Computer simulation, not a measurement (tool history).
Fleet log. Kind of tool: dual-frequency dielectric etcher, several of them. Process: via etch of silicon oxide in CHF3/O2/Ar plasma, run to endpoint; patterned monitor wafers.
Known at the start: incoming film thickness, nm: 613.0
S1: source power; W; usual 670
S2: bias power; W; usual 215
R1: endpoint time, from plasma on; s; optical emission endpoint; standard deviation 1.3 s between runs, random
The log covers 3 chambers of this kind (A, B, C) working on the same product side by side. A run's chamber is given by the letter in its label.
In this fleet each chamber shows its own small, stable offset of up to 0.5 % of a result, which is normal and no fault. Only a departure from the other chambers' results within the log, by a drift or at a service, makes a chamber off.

Run 1A, day 0.258: usual settings. Result: R1 279.40 s.
Run 2C, day 0.650: usual settings. Result: R1 282.39 s.
Run 3B, day 0.979: usual settings. Result: R1 280.25 s.
Run 4C, day 1.300: usual settings. Result: R1 280.56 s.
Run 5A, day 1.475: usual settings. Result: R1 279.16 s.
Run 6B, day 1.842: usual settings. Result: R1 280.43 s.
Run 7A, day 2.025: usual settings. Result: R1 280.54 s.
Run 8B, day 2.325: usual settings but S2 178 W. Result: R1 299.17 s.
Run 9C, day 2.683: usual settings but S2 178 W. Result: R1 296.66 s.
Run 10C, day 2.908: usual settings but S2 178 W. Result: R1 298.38 s.
Run 11A, day 3.242: usual settings. Result: R1 281.37 s.
Run 12B, day 3.583: usual settings. Result: R1 281.62 s.
Run 13B, day 3.875: usual settings. Result: R1 281.05 s.
Run 14A, day 4.179: usual settings. Result: R1 287.80 s.
Run 15C, day 4.438: usual settings. Result: R1 282.20 s.
Run 16A, day 4.688: usual settings but S1 590 W. Result: R1 302.66 s.
Run 17C, day 4.954: usual settings but S1 590 W. Result: R1 295.62 s.
Run 18B, day 5.162: usual settings but S1 590 W. Result: R1 295.11 s.
Run 19B, day 5.462: usual settings. Result: R1 280.18 s.
Run 20A, day 5.758: usual settings. Result: R1 290.80 s.
Run 21C, day 5.971: usual settings. Result: R1 279.31 s.
Run 22A, day 6.292: usual settings. Result: R1 289.41 s.
Run 23C, day 6.642: usual settings. Result: R1 278.90 s.
Run 24B, day 7.021: usual settings. Result: R1 280.40 s.
Run 25C, day 7.367: usual settings. Result: R1 283.28 s.

Next, all 3 chambers run the settings below, one line each with question marks for the results. What does each chamber give?
Run 26A, day 7.654: usual settings. Result: R1 ?.
Run 26B, day 7.654: usual settings. Result: R1 ?.
Run 26C, day 7.654: usual settings. Result: R1 ?.

run      R1
26A  297.71
26B  281.54
26C  278.55

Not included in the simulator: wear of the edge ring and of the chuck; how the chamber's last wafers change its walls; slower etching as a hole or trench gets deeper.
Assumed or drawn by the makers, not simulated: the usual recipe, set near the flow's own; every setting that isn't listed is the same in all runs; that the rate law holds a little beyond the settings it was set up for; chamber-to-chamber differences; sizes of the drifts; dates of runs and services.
